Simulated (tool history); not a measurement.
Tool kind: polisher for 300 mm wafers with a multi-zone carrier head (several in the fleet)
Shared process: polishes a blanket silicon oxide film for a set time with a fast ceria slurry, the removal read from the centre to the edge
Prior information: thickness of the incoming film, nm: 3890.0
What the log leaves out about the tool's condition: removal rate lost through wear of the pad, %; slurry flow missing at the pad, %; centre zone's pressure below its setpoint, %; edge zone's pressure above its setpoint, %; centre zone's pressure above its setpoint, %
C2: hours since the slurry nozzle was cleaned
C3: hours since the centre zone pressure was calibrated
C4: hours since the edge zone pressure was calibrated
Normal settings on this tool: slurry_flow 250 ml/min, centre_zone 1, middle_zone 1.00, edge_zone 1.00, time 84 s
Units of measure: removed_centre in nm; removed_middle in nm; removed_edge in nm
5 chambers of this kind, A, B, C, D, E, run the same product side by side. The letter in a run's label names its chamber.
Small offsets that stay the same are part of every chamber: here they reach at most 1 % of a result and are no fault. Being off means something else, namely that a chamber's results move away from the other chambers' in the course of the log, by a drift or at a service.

At hour 2.5: chamber C: centre zone pressure recalibrated.
Run 1B, hour 3.1: usual settings; wafers polished on this pad 265; C2 267.7; C3 301.4; C4 409.5. Result: removed_centre 578.78 nm, removed_middle 575.85 nm, removed_edge 582.49 nm.
Run 2A, hour 5.5: usual settings; wafers polished on this pad 1490; C2 133.3; C3 545.1; C4 272.8. Result: removed_centre 571.51 nm, removed_middle 576.93 nm, removed_edge 578.02 nm.
At hour 8.8: chamber C: edge zone pressure recalibrated.
Run 3C, hour 10.3: usual settings; wafers polished on this pad 688; C2 287.5; C3 7.9; C4 1.6. Result: removed_centre 570.50 nm, removed_middle 574.20 nm, removed_edge 581.79 nm.
Run 4D, hour 15.5: usual settings; wafers polished on this pad 308; C2 293.4; C3 235.5; C4 204.0. Result: removed_centre 589.64 nm, removed_middle 572.38 nm, removed_edge 580.63 nm.
At hour 16.0: chamber A: worn pad replaced by a new one.
Run 5E, hour 20.3: usual settings; wafers polished on this pad 805; C2 364.9; C3 171.9; C4 532.9. Result: removed_centre 583.16 nm, removed_middle 581.89 nm, removed_edge 569.89 nm.
Run 6E, hour 23.8: usual settings; wafers polished on this pad 833; C2 368.4; C3 175.4; C4 536.4. Result: removed_centre 575.17 nm, removed_middle 569.13 nm, removed_edge 578.95 nm.
Run 7C, hour 28.7: usual settings; wafers polished on this pad 834; C2 305.9; C3 26.3; C4 20.0. Result: removed_centre 581.56 nm, removed_middle 585.46 nm, removed_edge 578.89 nm.
Run 8D, hour 31.3: usual settings; wafers polished on this pad 433; C2 309.2; C3 251.3; C4 219.8. Result: removed_centre 583.06 nm, removed_middle 573.45 nm, removed_edge 582.82 nm.
Run 9A, hour 33.9: usual settings but middle_zone 1.05; wafers polished on this pad 142; C2 161.7; C3 573.5; C4 301.2. Result: removed_centre 571.87 nm, removed_middle 611.49 nm, removed_edge 576.55 nm.
Run 10B, hour 39.0: usual settings but middle_zone 1.05; wafers polished on this pad 550; C2 303.6; C3 337.3; C4 445.4. Result: removed_centre 580.29 nm, removed_middle 605.31 nm, removed_edge 577.11 nm.
Run 11A, hour 42.2: usual settings but middle_zone 1.05; wafers polished on this pad 208; C2 170.0; C3 581.8; C4 309.5. Result: removed_centre 578.46 nm, removed_middle 600.12 nm, removed_edge 574.68 nm.
Run 12E, hour 46.9: usual settings but middle_zone 1.05; wafers polished on this pad 1016; C2 391.5; C3 198.5; C4 559.5. Result: removed_centre 567.11 nm, removed_middle 587.43 nm, removed_edge 567.53 nm.
At hour 48.5: chamber C: worn pad replaced by a new one.
Run 13B, hour 51.9: usual settings but middle_zone 1.05; wafers polished on this pad 652; C2 316.5; C3 350.2; C4 458.3. Result: removed_centre 578.44 nm, removed_middle 593.08 nm, removed_edge 570.49 nm.
Run 14D, hour 55.4: usual settings; wafers polished on this pad 624; C2 333.3; C3 275.4; C4 243.9. Result: removed_centre 571.09 nm, removed_middle 574.95 nm, removed_edge 581.94 nm.
Run 15C, hour 58.7: usual settings; wafers polished on this pad 81; C2 335.9; C3 56.3; C4 50.0. Result: removed_centre 583.59 nm, removed_middle 581.80 nm, removed_edge 576.81 nm.
Run 16E, hour 62.8: usual settings; wafers polished on this pad 1142; C2 407.4; C3 214.4; C4 575.4. Result: removed_centre 557.37 nm, removed_middle 559.15 nm, removed_edge 556.62 nm.
Run 17B, hour 67.1: usual settings; wafers polished on this pad 772; C2 331.7; C3 365.4; C4 473.5. Result: removed_centre 573.30 nm, removed_middle 573.14 nm, removed_edge 577.02 nm.
Run 18A, hour 71.2: usual settings; wafers polished on this pad 437; C2 199.0; C3 610.8; C4 338.5. Result: removed_centre 576.24 nm, removed_middle 586.59 nm, removed_edge 574.20 nm.
Run 19D, hour 73.7: usual settings but edge_zone 0.94; wafers polished on this pad 769; C2 351.6; C3 293.7; C4 262.2. Result: removed_centre 580.27 nm, removed_middle 572.37 nm, removed_edge 565.42 nm.
Run 20C, hour 78.0: usual settings but edge_zone 0.94; wafers polished on this pad 233; C2 355.2; C3 75.6; C4 69.3. Result: removed_centre 574.50 nm, removed_middle 579.00 nm, removed_edge 565.42 nm.
Run 21D, hour 80.5: usual settings but edge_zone 0.94; wafers polished on this pad 823; C2 358.4; C3 300.5; C4 269.0. Result: removed_centre 573.43 nm, removed_middle 570.52 nm, removed_edge 564.30 nm.
Run 22E, hour 85.2: usual settings but edge_zone 0.94; wafers polished on this pad 1319; C2 429.8; C3 236.8; C4 597.8. Result: removed_centre 547.76 nm, removed_middle 540.37 nm, removed_edge 525.41 nm.
Run 23B, hour 89.5: usual settings but edge_zone 0.94; wafers polished on this pad 950; C2 354.1; C3 387.8; C4 495.9. Result: removed_centre 571.27 nm, removed_middle 571.90 nm, removed_edge 557.85 nm.
Run 24A, hour 93.7: usual settings; wafers polished on this pad 616; C2 221.5; C3 633.3; C4 361.0. Result: removed_centre 567.57 nm, removed_middle 582.12 nm, removed_edge 574.02 nm.
Run 25C, hour 98.7: usual settings; wafers polished on this pad 397; C2 375.9; C3 96.3; C4 90.0. Result: removed_centre 594.62 nm, removed_middle 574.81 nm, removed_edge 577.28 nm.
Run 26D, hour 103.0: usual settings; wafers polished on this pad 1001; C2 380.9; C3 323.0; C4 291.5. Result: removed_centre 584.74 nm, removed_middle 565.93 nm, removed_edge 578.53 nm.
Run 27C, hour 108.0: usual settings; wafers polished on this pad 471; C2 385.2; C3 105.6; C4 99.3. Result: removed_centre 567.09 nm, removed_middle 572.28 nm, removed_edge 577.82 nm.
Run 28A, hour 111.5: usual settings; wafers polished on this pad 757; C2 239.3; C3 651.1; C4 378.8. Result: removed_centre 573.04 nm, removed_middle 575.69 nm, removed_edge 572.78 nm.
Run 29B, hour 114.3: usual settings; wafers polished on this pad 1146; C2 378.9; C3 412.6; C4 520.7. Result: removed_centre 588.44 nm, removed_middle 566.12 nm, removed_edge 574.49 nm.
Run 30E, hour 117.3: usual settings; wafers polished on this pad 1573; C2 461.9; C3 268.9; C4 629.9. Result: removed_centre 525.58 nm, removed_middle 520.14 nm, removed_edge 520.67 nm.
At hour 120.1: chamber A: slurry nozzle cleaned.
At hour 120.7: chamber D: worn pad replaced by a new one.
Run 31E, hour 121.1: usual settings but edge_zone 0.90; wafers polished on this pad 1604; C2 465.7; C3 272.7; C4 633.7. Result: removed_centre 530.34 nm, removed_middle 534.05 nm, removed_edge 504.29 nm.
Run 32C, hour 123.4: usual settings but edge_zone 0.90; wafers polished on this pad 593; C2 400.6; C3 121.0; C4 114.7. Result: removed_centre 582.61 nm, removed_middle 573.52 nm, removed_edge 547.27 nm.
Run 33A, hour 126.2: usual settings but edge_zone 0.90; wafers polished on this pad 873; C2 6.1; C3 665.8; C4 393.5. Result: removed_centre 566.30 nm, removed_middle 577.36 nm, removed_edge 546.14 nm.
Run 34B, hour 128.7: usual settings but edge_zone 0.90; wafers polished on this pad 1260; C2 393.3; C3 427.0; C4 535.1. Result: removed_centre 568.51 nm, removed_middle 579.69 nm, removed_edge 547.18 nm.
Run 35D, hour 132.0: usual settings but edge_zone 0.90; wafers polished on this pad 89; C2 409.9; C3 352.0; C4 320.5. Result: removed_centre 574.37 nm, removed_middle 591.62 nm, removed_edge 555.01 nm.
Run 36E, hour 135.2: usual settings but edge_zone 1.10; wafers polished on this pad 1715; C2 479.8; C3 286.8; C4 647.8. Result: removed_centre 514.21 nm, removed_middle 516.91 nm, removed_edge 547.22 nm.
Run 37D, hour 138.2: usual settings but edge_zone 1.10; wafers polished on this pad 138; C2 416.1; C3 358.2; C4 326.7. Result: removed_centre 580.14 nm, removed_middle 581.62 nm, removed_edge 605.05 nm.
Run 38B, hour 140.7: usual settings but edge_zone 1.10; wafers polished on this pad 1355; C2 405.3; C3 439.0; C4 547.1. Result: removed_centre 577.19 nm, removed_middle 570.49 nm, removed_edge 604.56 nm.
Run 39C, hour 143.8: usual settings but edge_zone 1.10; wafers polished on this pad 755; C2 421.0; C3 141.4; C4 135.1. Result: removed_centre 578.95 nm, removed_middle 582.46 nm, removed_edge 612.96 nm.
Run 40A, hour 146.8: usual settings but edge_zone 1.10; wafers polished on this pad 1036; C2 26.7; C3 686.4; C4 414.1. Result: removed_centre 582.37 nm, removed_middle 576.24 nm, removed_edge 611.01 nm.

Next, every chamber runs the same settings. What will each give?
Run 41A, hour 150.6: usual settings. Result: removed_centre ?, removed_middle ?, removed_edge ?.
Run 41B, hour 150.6: usual settings. Result: removed_centre ?, removed_middle ?, removed_edge ?.
Run 41C, hour 150.6: usual settings. Result: removed_centre ?, removed_middle ?, removed_edge ?.
Run 41D, hour 150.6: usual settings. Result: removed_centre ?, removed_middle ?, removed_edge ?.
Run 41E, hour 150.6: usual settings. Result: removed_centre ?, removed_middle ?, removed_edge ?.

run  removed_centre  removed_middle  removed_edge
41A          577.35          591.76        583.54
41B          578.96          573.95        572.38
41C          575.69          585.85        579.96
41D          573.63          581.84        578.26
41E          515.72          513.08        507.16
